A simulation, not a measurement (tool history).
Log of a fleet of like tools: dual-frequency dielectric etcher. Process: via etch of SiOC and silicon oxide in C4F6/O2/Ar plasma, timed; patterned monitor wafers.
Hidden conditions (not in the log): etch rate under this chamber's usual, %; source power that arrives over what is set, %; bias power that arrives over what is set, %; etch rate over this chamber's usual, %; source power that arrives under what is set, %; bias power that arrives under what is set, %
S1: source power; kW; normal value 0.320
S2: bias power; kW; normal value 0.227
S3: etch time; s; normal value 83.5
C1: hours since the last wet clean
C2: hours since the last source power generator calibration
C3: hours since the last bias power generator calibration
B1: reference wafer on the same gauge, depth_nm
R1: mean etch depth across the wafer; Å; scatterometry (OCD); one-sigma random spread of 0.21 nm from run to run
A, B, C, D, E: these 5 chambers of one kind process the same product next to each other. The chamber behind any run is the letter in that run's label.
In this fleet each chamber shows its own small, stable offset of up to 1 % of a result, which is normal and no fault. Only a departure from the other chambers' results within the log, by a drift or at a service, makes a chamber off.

run 1E hour=5.9 | S1=0.320 S2=0.227 S3=83.5 | C1=412.3 C2=805.2 C3=4146.3 | B1=76.596 | R1=927.35
run 2C hour=12.3 | S1=0.320 S2=0.227 S3=83.5 | C1=150.6 C2=552.4 C3=282.4 | B1=76.570 | R1=939.62
run 3A hour=17.1 | S1=0.320 S2=0.227 S3=83.5 | C1=343.0 C2=1837.4 C3=1922.5 | B1=76.596 | R1=925.08
run 4D hour=23.5 | S1=0.320 S2=0.227 S3=83.5 | C1=288.2 C2=2254.3 C3=3135.9 | B1=76.580 | R1=934.94
run 5B hour=26.8 | S1=0.320 S2=0.227 S3=83.5 | C1=72.0 C2=2300.9 C3=122.5 | B1=76.608 | R1=935.33
run 6B hour=31.8 | S1=0.320 S2=0.227 S3=83.5 | C1=77.0 C2=2305.9 C3=127.5 | B1=76.569 | R1=934.66
run 7A hour=34.8 | S1=0.320 S2=0.227 S3=83.5 | C1=360.7 C2=1855.1 C3=1940.2 | B1=76.589 | R1=923.91
run 8C hour=39.0 | S1=0.320 S2=0.227 S3=83.5 | C1=177.3 C2=579.1 C3=309.1 | B1=76.626 | R1=937.97
run 9E hour=44.5 | S1=0.320 S2=0.227 S3=83.5 | C1=450.9 C2=843.8 C3=4184.9 | B1=76.594 | R1=926.80
-- hour=47.4 chamber D: wet clean of the chamber
run 10D hour=47.7 | S1=0.320 S2=0.227 S3=83.5 | C1=0.4 C2=2278.5 C3=3160.1 | B1=76.578 | R1=935.79
run 11E hour=51.2 | S1=0.320 S2=0.227 S3=83.5 | C1=457.6 C2=850.5 C3=4191.6 | B1=76.647 | R1=928.74
run 12B hour=57.1 | S1=0.320 S2=0.227 S3=83.5 | C1=102.3 C2=2331.2 C3=152.8 | B1=76.617 | R1=931.95
run 13A hour=61.7 | S1=0.320 S2=0.227 S3=83.5 | C1=387.6 C2=1882.0 C3=1967.1 | B1=76.619 | R1=926.16
run 14C hour=67.8 | S1=0.320 S2=0.227 S3=83.5 | C1=206.1 C2=607.9 C3=337.9 | B1=76.585 | R1=935.38
run 15D hour=70.9 | S1=0.320 S2=0.227 S3=83.5 | C1=23.6 C2=2301.7 C3=3183.3 | B1=76.577 | R1=931.78
-- hour=73.8 chamber A: bias power generator calibrated
run 16B hour=74.2 | S1=0.320 S2=0.227 S3=83.5 | C1=119.4 C2=2348.3 C3=169.9 | B1=76.571 | R1=935.19
run 17E hour=79.1 | S1=0.320 S2=0.227 S3=83.5 | C1=485.5 C2=878.4 C3=4219.5 | B1=76.578 | R1=922.28
run 18C hour=84.8 | S1=0.320 S2=0.227 S3=83.5 | C1=223.1 C2=624.9 C3=354.9 | B1=76.596 | R1=939.10
-- hour=89.0 chamber B: source power generator calibrated
run 19D hour=91.1 | S1=0.320 S2=0.227 S3=83.5 | C1=43.8 C2=2321.9 C3=3203.5 | B1=76.606 | R1=931.95
run 20A hour=97.5 | S1=0.320 S2=0.227 S3=83.5 | C1=423.4 C2=1917.8 C3=23.8 | B1=76.565 | R1=931.24
run 21D hour=102.2 | S1=0.320 S2=0.227 S3=83.5 | C1=54.9 C2=2333.0 C3=3214.6 | B1=76.619 | R1=929.80
run 22E hour=105.6 | S1=0.400 S2=0.227 S3=95.5 | C1=512.0 C2=904.9 C3=4246.0 | B1=76.578 | R1=1150.40
run 23C hour=110.5 | S1=0.400 S2=0.227 S3=95.5 | C1=248.8 C2=650.6 C3=380.6 | B1=76.602 | R1=1172.20
run 24A hour=117.0 | S1=0.400 S2=0.227 S3=95.5 | C1=442.9 C2=1937.3 C3=43.3 | B1=76.664 | R1=1153.30
-- hour=120.8 chamber E: wet clean of the chamber
run 25B hour=123.3 | S1=0.400 S2=0.227 S3=95.5 | C1=168.5 C2=34.3 C3=219.0 | B1=76.643 | R1=1142.00
run 26D hour=127.5 | S1=0.400 S2=0.227 S3=95.5 | C1=80.2 C2=2358.3 C3=3239.9 | B1=76.570 | R1=1162.40
run 27B hour=132.1 | S1=0.320 S2=0.227 S3=83.5 | C1=177.3 C2=43.1 C3=227.8 | B1=76.590 | R1=914.26
run 28C hour=135.8 | S1=0.320 S2=0.227 S3=83.5 | C1=274.1 C2=675.9 C3=405.9 | B1=76.567 | R1=939.04
run 29E hour=139.6 | S1=0.320 S2=0.227 S3=83.5 | C1=18.9 C2=938.9 C3=4280.0 | B1=76.601 | R1=927.74
run 30A hour=144.3 | S1=0.320 S2=0.227 S3=83.5 | C1=470.2 C2=1964.6 C3=70.6 | B1=76.560 | R1=925.96
run 31E hour=148.1 | S1=0.320 S2=0.227 S3=83.5 | C1=27.4 C2=947.4 C3=4288.5 | B1=76.627 | R1=927.03

For the next run the whole fleet of 5 chambers uses the same settings. Give each chamber's results:
run 32A hour=152.8 | S1=0.320 S2=0.264 S3=83.5 | R1=?
run 32B hour=152.8 | S1=0.320 S2=0.264 S3=83.5 | R1=?
run 32C hour=152.8 | S1=0.320 S2=0.264 S3=83.5 | R1=?
run 32D hour=152.8 | S1=0.320 S2=0.264 S3=83.5 | R1=?
run 32E hour=152.8 | S1=0.320 S2=0.264 S3=83.5 | R1=?

run=32A R1=977.81
run=32B R1=967.55
run=32C R1=987.42
run=32D R1=985.62
run=32E R1=977.13
